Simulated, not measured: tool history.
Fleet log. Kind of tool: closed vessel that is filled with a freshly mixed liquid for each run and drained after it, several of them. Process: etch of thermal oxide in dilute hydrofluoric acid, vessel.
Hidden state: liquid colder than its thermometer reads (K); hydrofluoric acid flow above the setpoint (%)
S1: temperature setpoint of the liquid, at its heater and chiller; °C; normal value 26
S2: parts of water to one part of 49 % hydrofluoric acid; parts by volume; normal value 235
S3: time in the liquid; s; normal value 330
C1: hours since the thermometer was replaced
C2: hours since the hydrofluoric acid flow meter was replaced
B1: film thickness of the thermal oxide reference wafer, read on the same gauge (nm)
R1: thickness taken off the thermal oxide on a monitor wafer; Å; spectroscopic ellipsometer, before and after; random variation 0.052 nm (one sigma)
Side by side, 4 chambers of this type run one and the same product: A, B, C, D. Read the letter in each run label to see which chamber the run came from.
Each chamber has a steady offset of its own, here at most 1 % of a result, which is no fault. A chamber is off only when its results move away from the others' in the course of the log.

run   hour  S1   S2   S3      C1      C2      B1      R1
 1B    4.1  26  235  330   376.7  1038.2  119.97  61.943
 2D    8.8  26  235  330   975.8   431.9  120.02  61.936
 3A   14.5  26  235  330   391.6   272.2  120.00  61.162
 4C   18.9  26  235  330  1469.5   351.6  120.03  60.990
 5C   24.5  26  235  330  1475.1   357.2  120.03  61.478
 6B   30.3  26  235  330   402.9  1064.4  120.01  61.869
 7D   34.5  26  235  330  1001.5   457.6  120.03  60.993
 8A   39.0  26  235  330   416.1   296.7  120.01  62.349
 9B   44.3  26  235  330   416.9  1078.4  120.00  61.963
10A   47.2  26  235  330   424.3   304.9  120.00  61.684
11C   50.6  26  235  330  1501.2   383.3  119.96  62.101
12D   53.5  26  235  330  1020.5   476.6  120.02  62.898
13A   58.4  26  235  330   435.5   316.1  120.02  60.923
14B   61.5  26  235  330   434.1  1095.6  119.99  62.166
15D   66.6  26  235  330  1033.6   489.7  119.99  62.871
16C   71.9  26  185  160  1522.5   404.6  120.03  39.962
17C   77.1  26  185  160  1527.7   409.8  119.97  40.424
18B   81.0  26  185  160   453.6  1115.1  119.99  40.940
19A   86.1  26  185  160   463.2   343.8  119.99  40.526
20D   91.8  26  330  330  1058.8   514.9  119.99  39.538
21A   96.9  26  330  330   474.0   354.6  120.00  39.592
22C  100.5  26  330  330  1551.1   433.2  120.03  40.826
23B  106.1  26  330  330   478.7  1140.2  120.00  39.447
24D  108.9  26  235  330  1075.9   532.0  119.99  61.269
25C  113.4  22  235  455  1564.0   446.1  120.02  75.375
26D  116.1  22  235  455  1083.1   539.2  120.01  74.216
27B  121.8  22  235  455   494.4  1155.9  119.98  73.464
28A  125.6  22  235  455   502.7   383.3  120.02  74.101
29B  128.6  26  235  330   501.2  1162.7  119.99  62.060
     132.8  -- chamber C: thermometer replaced
30A  133.3  26  235  330   510.4   391.0  120.03  60.861
31D  139.1  26  235  330  1106.1   562.2  119.97  61.943
32C  144.3  26  235  330    11.6   477.0  120.00  64.480
33D  149.3  26  235  330  1116.3   572.4  119.97  61.443
34B  153.1  26  235  330   525.7  1187.2  120.03  62.458
35C  156.4  26  235  330    23.7   489.1  120.00  64.323
36A  161.9  26  235  330   539.0   419.6  120.05  62.235
37A  166.1  26  235  330   543.2   423.8  119.98  61.332
38B  170.3  26  235  330   542.9  1204.4  119.98  62.827
39D  174.4  26  235  330  1141.4   597.5  119.99  61.948
40C  179.9  26  235  330    47.2   512.6  119.98  64.372
41D  186.1  26  235  330  1153.1   609.2  119.98  60.985

All 4 chambers run these settings next. Forecast each chamber's results:
42A  190.5  26  235  330               ?
42B  190.5  26  235  330               ?
42C  190.5  26  235  330               ?
42D  190.5  26  235  330               ?

run      R1
42A  62.418
42B  61.600
42C  65.103
42D  61.403
